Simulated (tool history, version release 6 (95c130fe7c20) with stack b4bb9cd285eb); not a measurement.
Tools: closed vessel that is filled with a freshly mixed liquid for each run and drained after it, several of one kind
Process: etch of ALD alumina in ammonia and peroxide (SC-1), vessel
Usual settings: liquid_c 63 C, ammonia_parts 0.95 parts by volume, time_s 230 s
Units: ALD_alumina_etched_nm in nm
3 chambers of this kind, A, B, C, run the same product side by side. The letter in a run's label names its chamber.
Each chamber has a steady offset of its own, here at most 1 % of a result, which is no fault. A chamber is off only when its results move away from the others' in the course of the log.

run,hour,liquid_c,ammonia_parts,time_s,"read-back film thickness of the ALD alumina reference wafer, read on the same gauge (nm)",ALD_alumina_etched_nm
1C,2.8,63,0.95,230,89.995,23.415
2A,6.8,63,0.95,230,89.989,22.763
3B,10.7,63,0.95,230,89.976,22.754
4B,14.9,63,0.95,230,89.971,22.915
5A,19.8,63,0.95,230,90.006,22.561
6C,23.3,67.5,0.95,360,89.997,45.627
7A,28.1,67.5,0.95,360,90.014,45.023
8C,31.2,67.5,0.95,360,90.038,44.245
9B,35.8,63,0.95,230,89.984,22.846
10A,40.1,63,1.2,230,89.995,23.635
11C,42.8,63,1.2,230,90.003,23.335
12B,45.1,63,1.2,230,90.006,23.182
13C,47.4,63,0.95,230,89.998,22.212
14A,52,63,0.95,230,90.021,23.248
15B,56.5,63,0.95,230,90.012,22.448
16B,60.6,63,0.95,230,89.974,22.598
17C,64.8,63,0.95,230,90.028,21.703
18A,70.1,63,0.95,230,90.018,22.952
19A,74.5,63,0.95,230,89.985,22.687
20B,77.6,63,0.95,230,89.995,22.675
21C,80.2,63,0.95,230,89.968,21.225
22C,83,63,1.2,325,90.007,30.405
23B,85.9,63,1.2,325,90.037,32.474
24A,90.5,63,1.2,325,90.006,33.421
25C,94.3,63,0.95,230,90.041,20.658

What goes on in this fleet: one chamber off, a drifting gauge, or nothing beyond the chambers' own small offsets? Name the chamber and the cause, if any.

Chamber C drifts away from the others.
Cause: liquid colder than its thermometer reads (K) = 2.24.

Here are 4 candidates for chamber C's next run, each the usual settings with a change, their results left as question marks. Which one brings its results back in line with what the others give on the usual settings?
In line means no further than this from the other chambers' mean on the usual settings: ALD_alumina_etched_nm 0.72 nm
26C-1,98,63,0.95,285,,?
26C-2,98,63,0.95,205,,?
26C-3,98,61.5,0.95,200,,?
26C-4,98,63,0.95,255,,?

The other chambers' mean on the usual settings: ALD_alumina_etched_nm 22.866 nm
run,ALD_alumina_etched_nm
26C-1,25.64
26C-2,18.442
26C-3,16.652
26C-4,22.941
26C-4 brings the chamber back in line.

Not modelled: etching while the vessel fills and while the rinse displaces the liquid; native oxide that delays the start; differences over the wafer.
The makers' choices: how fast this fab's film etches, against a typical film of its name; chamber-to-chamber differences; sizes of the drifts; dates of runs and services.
